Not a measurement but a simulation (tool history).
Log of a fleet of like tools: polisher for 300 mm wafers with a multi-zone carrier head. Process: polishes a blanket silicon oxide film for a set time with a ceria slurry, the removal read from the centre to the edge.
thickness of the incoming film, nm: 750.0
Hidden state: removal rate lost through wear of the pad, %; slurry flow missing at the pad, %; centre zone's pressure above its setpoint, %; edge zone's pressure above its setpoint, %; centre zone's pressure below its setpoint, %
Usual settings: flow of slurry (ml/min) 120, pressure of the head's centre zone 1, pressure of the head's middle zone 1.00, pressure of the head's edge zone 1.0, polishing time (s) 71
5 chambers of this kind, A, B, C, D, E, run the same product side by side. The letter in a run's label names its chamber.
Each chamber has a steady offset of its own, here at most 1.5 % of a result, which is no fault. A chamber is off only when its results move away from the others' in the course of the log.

| run | hour | flow of slurry (ml/min) | pressure of the head's centre zone | pressure of the head's middle zone | pressure of the head's edge zone | polishing time (s) | wafers polished on this pad | hours since the slurry nozzle was cleaned | hours since the centre zone pressure was calibrated | hours since the edge zone pressure was calibrated | film removed at the wafer's centre (Å) | film removed at mid-radius (Å) | film removed at the wafer's edge (Å) |
|---|---|---|---|---|---|---|---|---|---|---|---|---|---|
|  | 6.3 | chamber C: slurry nozzle cleaned |
|  | 8.4 | chamber A: worn pad replaced by a new one |
| 1D | 8.5 | 120 | 1 | 1.00 | 1.0 | 71 | 241 | 179.7 | 268.2 | 47.8 | 2895.4 | 2871.1 | 2831.5 |
|  | 12.7 | chamber D: slurry nozzle cleaned |
| 2B | 14.0 | 120 | 1 | 1.00 | 1.0 | 71 | 340 | 771.8 | 143.9 | 800.9 | 2890.5 | 2877.0 | 2813.4 |
| 3C | 19.5 | 120 | 1 | 1.00 | 1.0 | 71 | 696 | 13.3 | 86.7 | 345.6 | 2841.3 | 2834.4 | 2835.2 |
|  | 22.3 | chamber A: slurry nozzle cleaned |
| 4A | 28.3 | 120 | 1 | 1.00 | 1.0 | 71 | 263 | 6.1 | 844.0 | 519.6 | 2891.5 | 2821.6 | 2880.9 |
| 5E | 33.5 | 120 | 1 | 1.00 | 1.0 | 71 | 973 | 229.5 | 730.0 | 803.3 | 2906.6 | 2833.5 | 2865.5 |
|  | 36.8 | chamber A: edge zone pressure recalibrated |
| 6E | 43.2 | 120 | 1 | 1.00 | 1.0 | 71 | 1101 | 239.2 | 739.7 | 813.0 | 2874.6 | 2840.9 | 2889.1 |
|  | 53.0 | chamber B: worn pad replaced by a new one |
| 7B | 54.4 | 120 | 1 | 1.00 | 1.0 | 71 | 19 | 812.2 | 184.3 | 841.3 | 2915.9 | 2860.2 | 2856.8 |
|  | 54.9 | chamber D: worn pad replaced by a new one |
| 8D | 64.9 | 120 | 1 | 1.00 | 1.0 | 71 | 132 | 52.2 | 324.6 | 104.2 | 2851.0 | 2892.9 | 2878.9 |
|  | 69.3 | chamber C: worn pad replaced by a new one |
|  | 70.8 | chamber E: worn pad replaced by a new one |
| 9A | 73.0 | 120 | 1 | 1.00 | 1.0 | 71 | 854 | 50.8 | 888.7 | 36.3 | 2910.1 | 2823.4 | 2917.2 |
|  | 74.2 | chamber A: worn pad replaced by a new one |
|  | 80.5 | chamber B: slurry nozzle cleaned |
| 10C | 83.5 | 120 | 1 | 1.00 | 1.0 | 71 | 188 | 77.3 | 150.7 | 409.6 | 2873.4 | 2859.1 | 2879.3 |
| 11B | 88.6 | 120 | 1 | 1.00 | 1.0 | 71 | 471 | 8.2 | 218.5 | 875.5 | 2928.8 | 2863.6 | 2886.7 |
| 12E | 97.9 | 120 | 1 | 1.00 | 1.0 | 71 | 358 | 293.9 | 794.4 | 867.7 | 2901.5 | 2825.5 | 2884.8 |
| 13C | 105.4 | 120 | 1 | 1.00 | 1.0 | 71 | 477 | 99.2 | 172.6 | 431.5 | 2881.1 | 2865.2 | 2841.1 |
|  | 106.1 | chamber D: worn pad replaced by a new one |
| 14A | 113.4 | 120 | 1 | 1.00 | 1.0 | 71 | 518 | 91.2 | 929.1 | 76.7 | 2879.5 | 2865.9 | 2914.2 |
|  | 119.6 | chamber B: worn pad replaced by a new one |
| 15D | 121.0 | 120 | 1 | 1.00 | 1.0 | 71 | 198 | 108.3 | 380.7 | 160.3 | 2780.6 | 2849.1 | 2873.7 |
| 16C | 130.4 | 95 | 1 | 1.00 | 1.0 | 71 | 808 | 124.2 | 197.6 | 456.5 | 2673.1 | 2709.5 | 2730.9 |
|  | 132.0 | chamber A: worn pad replaced by a new one |
| 17B | 135.9 | 95 | 1 | 1.00 | 1.0 | 71 | 215 | 55.5 | 265.8 | 922.8 | 2720.8 | 2751.7 | 2757.9 |
| 18D | 147.4 | 95 | 1 | 1.00 | 1.0 | 71 | 546 | 134.7 | 407.1 | 186.7 | 2573.0 | 2702.1 | 2810.4 |
|  | 154.6 | chamber C: worn pad replaced by a new one |
| 19A | 158.6 | 95 | 1 | 1.00 | 1.0 | 71 | 351 | 136.4 | 974.3 | 121.9 | 2680.0 | 2678.2 | 2755.1 |
|  | 159.0 | chamber E: centre zone pressure recalibrated |
| 20E | 169.2 | 95 | 1 | 1.00 | 1.0 | 71 | 1301 | 365.2 | 10.2 | 939.0 | 2653.9 | 2667.5 | 2765.4 |
|  | 171.5 | chamber D: worn pad replaced by a new one |
| 21A | 180.6 | 120 | 1 | 1.09 | 1.1 | 71 | 642 | 158.4 | 996.3 | 143.9 | 2863.7 | 3079.2 | 3041.0 |
|  | 187.6 | chamber E: worn pad replaced by a new one |
| 22B | 188.3 | 120 | 1 | 1.09 | 1.1 | 71 | 907 | 107.9 | 318.2 | 975.2 | 2905.2 | 3119.4 | 3046.3 |
|  | 193.1 | chamber B: worn pad replaced by a new one |
| 23D | 198.2 | 120 | 1 | 1.09 | 1.1 | 71 | 353 | 185.5 | 457.9 | 237.5 | 2694.6 | 3105.7 | 3042.1 |
|  | 198.7 | chamber E: slurry nozzle cleaned |
|  | 200.1 | chamber D: slurry nozzle cleaned |
|  | 200.8 | chamber A: worn pad replaced by a new one |
| 24C | 204.8 | 120 | 1 | 1.09 | 1.1 | 71 | 664 | 198.6 | 272.0 | 530.9 | 2880.9 | 3139.8 | 3015.2 |
| 25E | 214.8 | 120 | 1 | 1.09 | 1.1 | 71 | 360 | 16.1 | 55.8 | 984.6 | 2812.3 | 3072.3 | 3047.5 |
| 26E | 222.5 | 120 | 1 | 1.00 | 1.0 | 71 | 462 | 23.8 | 63.5 | 992.3 | 2902.4 | 2888.4 | 2894.1 |
|  | 223.0 | chamber D: worn pad replaced by a new one |
| 27D | 227.8 | 120 | 1 | 1.00 | 1.0 | 71 | 63 | 27.7 | 487.5 | 267.1 | 2675.9 | 2873.8 | 2870.9 |
| 28A | 232.9 | 120 | 1 | 1.00 | 1.0 | 71 | 424 | 210.7 | 1048.6 | 196.2 | 2863.0 | 2844.5 | 2891.4 |
|  | 241.6 | chamber C: worn pad replaced by a new one |
| 29C | 244.0 | 120 | 1 | 1.00 | 1.0 | 71 | 32 | 237.8 | 311.2 | 570.1 | 2890.2 | 2872.8 | 2883.3 |
| 30B | 250.7 | 120 | 1 | 1.00 | 1.0 | 71 | 761 | 170.3 | 380.6 | 1037.6 | 2878.5 | 2858.2 | 2915.6 |
|  | 255.9 | chamber B: worn pad replaced by a new one |
| 31D | 260.6 | 120 | 1 | 1.00 | 1.0 | 71 | 496 | 60.5 | 520.3 | 299.9 | 2605.6 | 2880.0 | 2903.6 |
|  | 267.1 | chamber A: worn pad replaced by a new one |
| 32A | 267.1 | 120 | 1 | 1.00 | 1.0 | 71 | 0 | 244.9 | 1082.8 | 230.4 | 2853.2 | 2838.3 | 2902.4 |
| 33E | 274.1 | 120 | 1 | 1.00 | 1.0 | 71 | 1144 | 75.4 | 115.1 | 1043.9 | 2848.9 | 2869.9 | 2872.8 |
| 34B | 280.7 | 120 | 1 | 1.00 | 1.0 | 71 | 327 | 200.3 | 410.6 | 1067.6 | 2922.5 | 2876.3 | 2898.4 |
| 35C | 287.9 | 120 | 1 | 1.00 | 1.0 | 71 | 612 | 281.7 | 355.1 | 614.0 | 2841.6 | 2891.9 | 2848.4 |

Is one chamber off against the others, does the gauge drift, or is nothing wrong? If a chamber is off, say which, and what the likeliest cause is.

Chamber D drifts away from the others.
Cause: centre zone's pressure below its setpoint, % = 9.62.

Here are 4 candidates for chamber D's next run, each the usual settings with a change, their results left as question marks. Which one brings its results back in line with what the others give on the usual settings?
In line means no further than this from the other chambers' mean on the usual settings: film removed at the wafer's centre (Å) 99.0; film removed at mid-radius (Å) 66.0; film removed at the wafer's edge (Å) 88.0
| 36D-1 | 296.2 | 125 | 1.09 | 0.98 | 0.97 | 71 |  |  |  |  | ? | ? | ? |
| 36D-2 | 296.2 | 125 | 1.04 | 0.99 | 0.99 | 71 |  |  |  |  | ? | ? | ? |
| 36D-3 | 296.2 | 115 | 0.96 | 1.01 | 1.01 | 71 |  |  |  |  | ? | ? | ? |
| 36D-4 | 296.2 | 115 | 0.91 | 1.02 | 1.03 | 71 |  |  |  |  | ? | ? | ? |

The other chambers' mean on the usual settings: film removed at the wafer's centre (Å) 2885.7; film removed at mid-radius (Å) 2861.2; film removed at the wafer's edge (Å) 2872.5
| run | film removed at the wafer's centre (Å) | film removed at mid-radius (Å) | film removed at the wafer's edge (Å) |
|---|---|---|---|
| 36D-1 | 2861.6 | 2858.0 | 2856.9 |
| 36D-2 | 2715.8 | 2885.5 | 2887.0 |
| 36D-3 | 2428.4 | 2883.6 | 2877.3 |
| 36D-4 | 2285.7 | 2910.5 | 2906.8 |
36D-1 brings the chamber back in line.
